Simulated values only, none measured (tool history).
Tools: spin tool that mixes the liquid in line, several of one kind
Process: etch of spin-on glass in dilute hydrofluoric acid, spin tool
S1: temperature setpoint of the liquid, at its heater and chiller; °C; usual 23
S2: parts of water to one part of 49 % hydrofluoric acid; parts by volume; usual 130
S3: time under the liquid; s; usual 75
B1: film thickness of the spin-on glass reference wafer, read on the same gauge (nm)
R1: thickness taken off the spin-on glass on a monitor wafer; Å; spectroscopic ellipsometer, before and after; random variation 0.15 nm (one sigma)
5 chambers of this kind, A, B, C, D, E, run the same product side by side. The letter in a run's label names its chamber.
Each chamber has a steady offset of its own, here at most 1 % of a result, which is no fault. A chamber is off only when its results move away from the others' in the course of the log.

run 1B hour=6.1 | S1=23 S2=130 S3=75 | B1=129.98 | R1=157.36
run 2C hour=10.9 | S1=23 S2=130 S3=75 | B1=129.99 | R1=158.1
run 3E hour=14.4 | S1=23 S2=130 S3=75 | B1=129.98 | R1=156.82
run 4A hour=17.3 | S1=23 S2=130 S3=75 | B1=130.02 | R1=159.39
run 5D hour=22.7 | S1=23 S2=130 S3=90 | B1=130.02 | R1=189.7
run 6B hour=27.4 | S1=23 S2=130 S3=90 | B1=129.97 | R1=187.67
run 7D hour=30.9 | S1=23 S2=130 S3=90 | B1=130.02 | R1=186.68
run 8A hour=36.8 | S1=23 S2=130 S3=90 | B1=129.99 | R1=189.4
run 9E hour=42.6 | S1=23 S2=130 S3=90 | B1=130 | R1=187.4
run 10C hour=47.8 | S1=23 S2=130 S3=75 | B1=129.98 | R1=157.33
run 11D hour=51.4 | S1=23 S2=130 S3=75 | B1=129.97 | R1=157
run 12B hour=55.3 | S1=23 S2=90 S3=45 | B1=129.99 | R1=144.64
run 13E hour=58.9 | S1=23 S2=90 S3=45 | B1=130 | R1=141.01
run 14C hour=64.7 | S1=23 S2=90 S3=45 | B1=129.96 | R1=143.45
run 15A hour=70.5 | S1=23 S2=90 S3=45 | B1=130 | R1=144.68
run 16C hour=76.3 | S1=23 S2=90 S3=45 | B1=130.01 | R1=142.85
run 17A hour=82.4 | S1=23 S2=130 S3=75 | B1=130.02 | R1=159.25
run 18E hour=87.7 | S1=23 S2=130 S3=75 | B1=130.03 | R1=155.89
run 19B hour=90.6 | S1=23 S2=130 S3=75 | B1=130.02 | R1=158.18
run 20D hour=94.4 | S1=23 S2=130 S3=75 | B1=130 | R1=155.91
run 21B hour=97.4 | S1=23 S2=130 S3=75 | B1=129.98 | R1=157.94
run 22A hour=100.7 | S1=23 S2=130 S3=75 | B1=129.98 | R1=159.11
run 23D hour=103.9 | S1=23 S2=130 S3=75 | B1=130.01 | R1=156.64
run 24C hour=107.8 | S1=23 S2=130 S3=75 | B1=130.02 | R1=157.06
run 25E hour=112.8 | S1=23 S2=130 S3=75 | B1=130 | R1=156.62
-- hour=113.1 chamber A: thermometer replaced
run 26D hour=116.9 | S1=23 S2=130 S3=75 | B1=129.98 | R1=158.6
run 27A hour=120.4 | S1=26 S2=105 S3=75 | B1=130 | R1=227.42
run 28E hour=126.2 | S1=26 S2=105 S3=75 | B1=130.01 | R1=221.86
run 29B hour=132.2 | S1=26 S2=105 S3=75 | B1=129.99 | R1=227.55
run 30C hour=136.2 | S1=26 S2=105 S3=75 | B1=129.98 | R1=227.57
run 31D hour=140.7 | S1=26 S2=105 S3=75 | B1=129.99 | R1=226.78
run 32C hour=146.4 | S1=23 S2=130 S3=75 | B1=129.99 | R1=157.57
run 33A hour=149.7 | S1=23 S2=80 S3=75 | B1=129.99 | R1=268.76
run 34B hour=154.9 | S1=23 S2=80 S3=75 | B1=129.99 | R1=267.38

Is one chamber off against the others, does the gauge drift, or is nothing wrong? If a chamber is off, say which, and what the likeliest cause is.

No chamber stands off beyond its own small offset, and the gauge holds steady.
